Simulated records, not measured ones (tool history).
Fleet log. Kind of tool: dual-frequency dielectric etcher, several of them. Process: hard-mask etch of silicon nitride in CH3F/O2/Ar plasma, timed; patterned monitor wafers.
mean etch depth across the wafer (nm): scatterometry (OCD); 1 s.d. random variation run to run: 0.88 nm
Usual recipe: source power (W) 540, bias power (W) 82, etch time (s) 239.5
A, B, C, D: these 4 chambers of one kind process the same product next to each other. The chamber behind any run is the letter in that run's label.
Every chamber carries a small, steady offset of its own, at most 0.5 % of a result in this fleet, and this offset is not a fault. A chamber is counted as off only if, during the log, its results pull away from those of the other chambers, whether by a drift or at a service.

run	hour	source power (W)	bias power (W)	etch time (s)	hours since the last wet clean	hours since the last source power generator calibration	hours since the last bias power generator calibration	read-back reference wafer on the same gauge, depth_nm	mean etch depth across the wafer (nm)
1B	4.2	540	82	239.5	110.7	1061.8	3056.4	230.11	195.56
2C	8.7	540	82	239.5	320.8	306.3	2418.5	230	195.66
3A	11.7	540	82	239.5	198.6	1080.4	2045.3	229.92	195.65
4D	16	540	82	239.5	318.3	577	3819.1	230.21	197.49
5A	18.7	540	89	191.5	205.6	1087.4	2052.3	229.98	159.84
6D	20.8	540	89	191.5	323.1	581.8	3823.9	229.98	162
7B	23.8	540	89	191.5	130.3	1081.4	3076	230	160.53
8C	26	540	89	191.5	338.1	323.6	2435.8	230.25	161.45
9B	29.1	540	82	239.5	135.6	1086.7	3081.3	229.85	196.07
10A	31.6	540	82	239.5	218.5	1100.3	2065.2	230.08	195.14
11D	35.1	440	82	239.5	337.4	596.1	3838.2	230.33	182.8
12C	38.1	440	82	239.5	350.2	335.7	2447.9	230.13	183.04
13B	41.1	440	82	239.5	147.6	1098.7	3093.3	230.05	179.32
14A	43.9	440	82	239.5	230.8	1112.6	2077.5	229.95	180.08
15D	47.7	540	82	239.5	350	608.7	3850.8	229.91	197.88
16C	51	540	82	239.5	363.1	348.6	2460.8	230.03	196.68
17D	54	540	82	239.5	356.3	615	3857.1	229.98	197.46
18B	57.7	540	82	239.5	164.2	1115.3	3109.9	229.97	194.3
19C	61.8	540	82	239.5	373.9	359.4	2471.6	229.92	195.99
20A	65.5	540	82	239.5	252.4	1134.2	2099.1	229.86	192.94
21C	68.7	540	82	239.5	380.8	366.3	2478.5	229.75	196.56
22D	70.9	540	82	239.5	373.2	631.9	3874	230.12	196.5
23A	73.8	540	75	239.5	260.7	1142.5	2107.4	229.84	186.66
24B	77.4	540	75	239.5	183.9	1135	3129.6	229.91	189.15
25B	81.4	540	75	239.5	187.9	1139	3133.6	230.03	188.56
26C	85.6	540	75	239.5	397.7	383.2	2495.4	229.99	191.18
27D	88.1	540	82	239.5	390.4	649.1	3891.2	229.99	197.56
28A	91.3	540	99	239.5	278.2	1160	2124.9	229.84	202.34
29C	95.6	540	99	239.5	407.7	393.2	2505.4	230.12	209.52
30D	99.3	540	99	239.5	401.6	660.3	3902.4	229.99	210.27
31A	102.6	540	99	239.5	289.5	1171.3	2136.2	230.38	203.11
32B	106.6	540	62	297	213.1	1164.2	3158.8	230.22	219.78
33C	110	540	62	297	422.1	407.6	2519.8	230.27	222.75
34D	112.6	540	62	297	414.9	673.6	3915.7	230.1	221.45
35B	116.2	540	62	297	222.7	1173.8	3168.4	230.13	219.85
# hour 117.8: chamber C: wet clean of the chamber
36A	120.1	430	82	239.5	307	1188.8	2153.7	230.38	171.47
37B	122.5	430	82	239.5	229	1180.1	3174.7	229.9	178.28
38A	126.6	430	82	239.5	313.5	1195.3	2160.2	230.1	171.31
39C	129.7	430	82	239.5	12	427.3	2539.5	229.94	179.43
40D	132.7	540	63	239.5	435	693.7	3935.8	229.92	180.39
41B	136.8	540	63	239.5	243.3	1194.4	3189	229.78	178.6

Each of the 4 chambers runs these same settings next. Fill in every chamber's results:
42A	140.1	540	82	239.5					?
42B	140.1	540	82	239.5					?
42C	140.1	540	82	239.5					?
42D	140.1	540	82	239.5					?

run	mean etch depth across the wafer (nm)
42A	185.34
42B	194.58
42C	197.04
42D	197.07
